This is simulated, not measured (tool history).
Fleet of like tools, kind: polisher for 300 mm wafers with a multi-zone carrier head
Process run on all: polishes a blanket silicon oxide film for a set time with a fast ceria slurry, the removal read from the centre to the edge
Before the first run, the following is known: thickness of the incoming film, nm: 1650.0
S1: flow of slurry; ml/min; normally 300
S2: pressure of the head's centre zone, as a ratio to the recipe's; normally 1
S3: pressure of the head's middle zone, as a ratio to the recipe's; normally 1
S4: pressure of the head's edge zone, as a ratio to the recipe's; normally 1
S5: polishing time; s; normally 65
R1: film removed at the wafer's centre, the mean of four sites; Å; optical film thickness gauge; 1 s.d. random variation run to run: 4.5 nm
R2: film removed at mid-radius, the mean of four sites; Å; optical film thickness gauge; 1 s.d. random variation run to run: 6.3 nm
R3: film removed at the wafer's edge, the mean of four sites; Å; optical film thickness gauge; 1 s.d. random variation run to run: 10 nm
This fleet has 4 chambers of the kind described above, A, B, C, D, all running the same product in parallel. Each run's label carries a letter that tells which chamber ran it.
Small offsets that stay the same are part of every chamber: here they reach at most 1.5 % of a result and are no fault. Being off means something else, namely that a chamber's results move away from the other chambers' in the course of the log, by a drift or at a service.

run,hour,S1,S2,S3,S4,S5,R1,R2,R3
# hour 2.7: chamber C: worn pad replaced by a new one
1B,4.2,300,1,1,1,65,6784.8,6839.1,6861.6
2A,12.6,300,1,1,1,65,6920.8,6812.7,6850
# hour 12.9: chamber B: worn pad replaced by a new one
3D,18.1,300,1,1,1,65,6846.3,6754.2,6849.3
# hour 22.3: chamber D: slurry nozzle cleaned
4C,25.5,300,1,1,1,65,6900.4,6950.1,6787.9
5B,31.8,300,1,1,1,65,6725.7,6764.3,6829.5
6A,40.5,300,1,1,1,65,6967.1,6833.1,6749.5
7C,47.1,300,1,1,1,65,6858.8,6834.9,6964.7
8D,51.9,300,1,1,1,65,6787.3,6795.3,6924.3
9B,57.6,220,0.92,1,1,65,5963.7,6546.9,6488.9
10A,62.4,220,0.92,1,1,65,6059.4,6665.7,6643
# hour 65: chamber C: worn pad replaced by a new one
11C,69,220,0.92,1,1,65,5856.4,6540.4,6856.6
12D,75.7,220,0.92,1,1,65,5949.5,6451.6,6595.8
13A,80.6,300,1,1,1,65,6914.1,6829.3,6827.4
14C,87.5,300,1,1,1,65,6664.4,6845.5,6846.4
15D,93,300,1,1,1,65,6828.4,6777.9,6721
# hour 93.7: chamber D: edge zone pressure recalibrated
16B,98,300,1,1.09,0.93,65,6807.3,7524.3,6493.3
# hour 99.9: chamber D: worn pad replaced by a new one
17C,102.9,300,1,1.09,0.93,65,6591.9,7463.8,6645
18A,107.3,300,1,1.09,0.93,65,6902.1,7286.1,6540.5
19B,114,300,1,1.09,0.93,65,6742.6,7202.2,6560.5
# hour 115.6: chamber A: worn pad replaced by a new one
20D,121.5,300,0.95,1,1,57,5648.6,5924.5,6114.7
# hour 122.2: chamber C: worn pad replaced by a new one
# hour 127.7: chamber A: centre zone pressure recalibrated
21A,130.6,300,0.95,1,1,57,5679,5963.6,5980.5
22B,136.6,300,0.95,1,1,57,5662.5,5916.5,5910.6
# hour 142.6: chamber B: worn pad replaced by a new one
23D,145.3,300,0.95,1,1,57,5594.3,5887.2,6093.3
24C,149.7,300,1,1,1,65,6354.7,6861.7,6877.1
25B,156.4,300,1,1,1,65,6853.3,6798.4,6766.3

All chambers now run identical settings, listed one chamber a line with results as question marks. What results will each chamber show?
26A,163.2,390,1,1,1,65,?,?,?
26B,163.2,390,1,1,1,65,?,?,?
26C,163.2,390,1,1,1,65,?,?,?
26D,163.2,390,1,1,1,65,?,?,?

run,R1,R2,R3
26A,7075.8,6973.5,7064.7
26B,6945.8,7038.5,6869.7
26C,6491.2,7049.8,6984.2
26D,6939.7,6918.7,6898.8

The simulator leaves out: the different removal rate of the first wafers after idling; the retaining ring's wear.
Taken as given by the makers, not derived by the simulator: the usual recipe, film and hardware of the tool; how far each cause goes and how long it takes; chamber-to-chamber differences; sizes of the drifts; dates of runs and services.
